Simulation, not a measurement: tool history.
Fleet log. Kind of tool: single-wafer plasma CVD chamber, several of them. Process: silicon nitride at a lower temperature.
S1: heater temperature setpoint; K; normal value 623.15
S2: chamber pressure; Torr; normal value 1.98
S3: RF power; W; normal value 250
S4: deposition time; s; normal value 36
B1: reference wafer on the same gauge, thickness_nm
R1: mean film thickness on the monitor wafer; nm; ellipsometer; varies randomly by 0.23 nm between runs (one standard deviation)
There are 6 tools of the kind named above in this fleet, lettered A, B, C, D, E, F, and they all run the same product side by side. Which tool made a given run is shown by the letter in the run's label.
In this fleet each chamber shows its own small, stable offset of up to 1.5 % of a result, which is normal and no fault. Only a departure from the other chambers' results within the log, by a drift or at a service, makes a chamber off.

| run | hour | S1 | S2 | S3 | S4 | B1 | R1 |
|---|---|---|---|---|---|---|---|
| 1A | 7.3 | 623.15 | 1.98 | 250 | 36 | 33.356 | 39.135 |
| 2C | 18.9 | 623.15 | 1.98 | 250 | 36 | 33.436 | 39.308 |
| 3D | 26.1 | 623.15 | 1.98 | 250 | 36 | 33.407 | 39.614 |
| 4F | 35.8 | 623.15 | 1.98 | 250 | 36 | 33.386 | 39.663 |
|  | 37.6 | chamber E: thermocouple changed; heater temperature recalibrated |
| 5B | 46.1 | 623.15 | 1.98 | 250 | 36 | 33.387 | 38.939 |
| 6E | 54.3 | 623.15 | 1.98 | 250 | 36 | 33.417 | 39.504 |
| 7D | 65 | 623.15 | 1.98 | 250 | 36 | 33.421 | 39.358 |
| 8C | 72 | 623.15 | 1.98 | 250 | 36 | 33.422 | 39.105 |
| 9A | 83.9 | 623.15 | 1.98 | 250 | 36 | 33.436 | 38.848 |
| 10E | 95.1 | 623.15 | 1.98 | 250 | 36 | 33.408 | 38.978 |
| 11F | 104.3 | 623.15 | 1.98 | 250 | 36 | 33.425 | 39.785 |
| 12B | 112.7 | 623.15 | 1.98 | 250 | 36 | 33.368 | 38.732 |
| 13B | 123.3 | 623.15 | 1.53 | 250 | 36 | 33.423 | 36.411 |
| 14D | 135.8 | 623.15 | 1.53 | 250 | 36 | 33.411 | 36.807 |
| 15C | 146.8 | 623.15 | 1.53 | 250 | 36 | 33.35 | 36.441 |
| 16E | 159.6 | 623.15 | 1.53 | 250 | 36 | 33.427 | 36.85 |
| 17A | 169 | 623.15 | 1.53 | 250 | 36 | 33.398 | 36.854 |
| 18F | 180.6 | 623.15 | 1.53 | 250 | 36 | 33.427 | 37.023 |
| 19B | 191.6 | 629.15 | 1.98 | 215 | 36 | 33.375 | 35.174 |
|  | 192.9 | chamber A: thermocouple changed; heater temperature recalibrated |
| 20D | 200.8 | 629.15 | 1.98 | 215 | 36 | 33.406 | 35.227 |
| 21C | 210.9 | 629.15 | 1.98 | 215 | 36 | 33.44 | 35.463 |
| 22A | 225.2 | 629.15 | 1.98 | 215 | 36 | 33.39 | 35.217 |
| 23F | 236.4 | 629.15 | 1.98 | 215 | 36 | 33.446 | 35.56 |
| 24E | 244.7 | 629.15 | 1.98 | 215 | 36 | 33.406 | 34.986 |
|  | 251.4 | chamber D: capacitance manometer re-zeroed and calibrated |
| 25E | 252.5 | 623.15 | 1.98 | 250 | 36 | 33.346 | 39.463 |
| 26B | 268.2 | 615.15 | 1.98 | 280 | 36 | 33.409 | 42.387 |
|  | 270.3 | chamber C: thermocouple changed; heater temperature recalibrated |
| 27F | 276.2 | 615.15 | 1.98 | 280 | 36 | 33.421 | 43.275 |
| 28C | 286.7 | 615.15 | 1.98 | 280 | 36 | 33.404 | 42.57 |
|  | 292.6 | chamber F: RF generator calibrated |
| 29D | 299.5 | 615.15 | 1.98 | 280 | 36 | 33.399 | 42.828 |
| 30A | 308.2 | 615.15 | 1.98 | 280 | 36 | 33.39 | 42.264 |
| 31C | 322.9 | 615.15 | 1.98 | 280 | 36 | 33.393 | 42.692 |
| 32D | 333.4 | 623.15 | 1.98 | 250 | 36 | 33.415 | 39.59 |
| 33F | 347 | 623.15 | 1.98 | 250 | 36 | 33.408 | 39.611 |
| 34E | 358.6 | 623.15 | 1.67 | 250 | 36 | 33.389 | 37.177 |
| 35A | 371.2 | 623.15 | 1.67 | 250 | 36 | 33.377 | 37.511 |
| 36B | 381.6 | 623.15 | 1.67 | 250 | 36 | 33.378 | 37.437 |
| 37A | 396 | 623.15 | 1.67 | 250 | 36 | 33.372 | 37.491 |
| 38C | 409.2 | 623.15 | 1.67 | 250 | 36 | 33.344 | 37.457 |
| 39D | 418.8 | 623.15 | 1.67 | 250 | 36 | 33.39 | 37.487 |
| 40F | 431.2 | 628.15 | 1.98 | 285 | 36 | 33.41 | 43.685 |
| 41E | 443.2 | 628.15 | 1.98 | 285 | 36 | 33.379 | 43.056 |
| 42B | 451.4 | 628.15 | 1.98 | 285 | 36 | 33.404 | 43.039 |

Each of the 6 chambers runs these same settings next. Fill in every chamber's results:
| 43A | 462.9 | 623.15 | 1.98 | 250 | 36 |  | ? |
| 43B | 462.9 | 623.15 | 1.98 | 250 | 36 |  | ? |
| 43C | 462.9 | 623.15 | 1.98 | 250 | 36 |  | ? |
| 43D | 462.9 | 623.15 | 1.98 | 250 | 36 |  | ? |
| 43E | 462.9 | 623.15 | 1.98 | 250 | 36 |  | ? |
| 43F | 462.9 | 623.15 | 1.98 | 250 | 36 |  | ? |

| run | R1 |
|---|---|
| 43A | 39.509 |
| 43B | 39.122 |
| 43C | 39.114 |
| 43D | 39.186 |
| 43E | 39.324 |
| 43F | 39.903 |

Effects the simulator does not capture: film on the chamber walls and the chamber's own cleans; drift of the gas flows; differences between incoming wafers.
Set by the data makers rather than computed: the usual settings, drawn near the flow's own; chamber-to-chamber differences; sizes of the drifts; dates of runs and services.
